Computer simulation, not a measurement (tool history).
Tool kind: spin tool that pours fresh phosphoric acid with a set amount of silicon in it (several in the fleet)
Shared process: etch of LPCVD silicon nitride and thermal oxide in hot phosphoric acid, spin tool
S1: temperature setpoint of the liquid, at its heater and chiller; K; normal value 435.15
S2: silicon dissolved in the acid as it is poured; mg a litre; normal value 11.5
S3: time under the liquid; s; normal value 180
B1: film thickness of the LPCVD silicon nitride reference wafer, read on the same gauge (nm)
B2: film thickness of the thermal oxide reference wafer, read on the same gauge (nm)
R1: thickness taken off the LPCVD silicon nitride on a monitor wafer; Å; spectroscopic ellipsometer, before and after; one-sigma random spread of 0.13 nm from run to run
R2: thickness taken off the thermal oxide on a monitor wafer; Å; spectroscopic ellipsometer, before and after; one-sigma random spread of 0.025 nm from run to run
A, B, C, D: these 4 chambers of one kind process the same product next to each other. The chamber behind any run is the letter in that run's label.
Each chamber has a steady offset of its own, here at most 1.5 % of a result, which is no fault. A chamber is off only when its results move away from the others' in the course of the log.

run	hour	S1	S2	S3	B1	B2	R1	R2
1A	4.9	435.15	11.5	180	39.975	39.995	156.24	3.8881
2B	8.1	435.15	11.5	180	39.944	39.968	154.96	4.2872
3D	11.8	435.15	11.5	180	39.997	39.992	156.39	4.547
4C	18	435.15	11.5	180	40.008	40.026	156.77	3.8111
5B	23.1	435.15	11.5	180	39.988	39.995	154.38	4.02
6C	27.6	435.15	11.5	180	39.967	39.97	156.48	3.9469
7D	30.4	435.15	11.5	180	39.954	40.034	152.72	3.965
8A	34	435.15	11.5	180	40.024	40.021	157.88	4.3226
9A	39.3	435.15	16.5	180	39.967	39.927	155.28	4.1443
10C	43.8	435.15	16.5	180	39.97	39.982	158.38	3.8163
11D	48.3	435.15	16.5	180	39.984	40.029	152.51	3.46
12B	53.7	435.15	16.5	180	39.963	39.965	154.34	3.5874
13D	56.9	435.15	11.5	180	39.986	40.003	152.12	3.5302
14C	61.4	435.15	11.5	105	39.996	39.964	91.696	2.474
15A	65.3	435.15	11.5	105	39.99	39.958	92.355	2.3316
16B	69.6	435.15	11.5	105	40.003	39.996	90.293	2.6542
17A	73.9	435.15	11.5	105	39.927	39.994	91.366	2.2838
18C	78.1	435.15	11.5	180	40.049	40.014	157.39	4.1068
19D	81.3	435.15	11.5	180	40.013	40.004	148.07	4.1184
20B	85	435.15	11.5	180	39.981	40.045	155.62	4.2799
21A	88.1	435.15	11.5	180	40.034	40.025	157.15	4.0222
22D	90.8	435.15	11.5	180	39.979	40.019	148.5	4.4023
23B	95.3	435.15	18	180	39.992	40.032	155.4	3.7047
24C	99.4	435.15	18	180	40.016	40.028	155.32	3.7463
25C	103.2	435.15	18	180	39.986	40.031	158.12	3.5571
26B	107.3	435.15	18	180	40.044	40.02	157.74	3.9043
27D	110.2	435.15	11.5	180	39.983	39.999	146.79	3.8935
28A	114.1	435.15	11.5	180	39.986	40.02	158.07	4.5848
29C	120.3	435.15	11.5	180	39.994	40.018	157.5	4.1511
30A	123.9	435.15	11.5	180	40.001	39.977	156.14	4.6741
31B	128.4	435.15	11.5	180	40.021	39.98	155.49	4.0204
32D	131.2	435.15	11.5	180	40.045	40.013	147.87	3.6476
33C	136.4	435.15	11.5	180	40.018	39.971	153.93	4.2586
34D	141.1	435.15	11.5	180	40.011	40.019	146.62	3.9364
35B	143.8	435.15	11.5	180	39.985	39.965	154.19	4.3241
36A	147.3	435.15	11.5	180	39.975	40.026	157.33	4.0561

Predict what each chamber gives when all 4 of them run the settings below next.
37A	151.7	435.15	11.5	180			?	?
37B	151.7	435.15	11.5	180			?	?
37C	151.7	435.15	11.5	180			?	?
37D	151.7	435.15	11.5	180			?	?

run	R1	R2
37A	156.88	4.1541
37B	155.25	4.4013
37C	156.79	4.4312
37D	144.95	4.1784
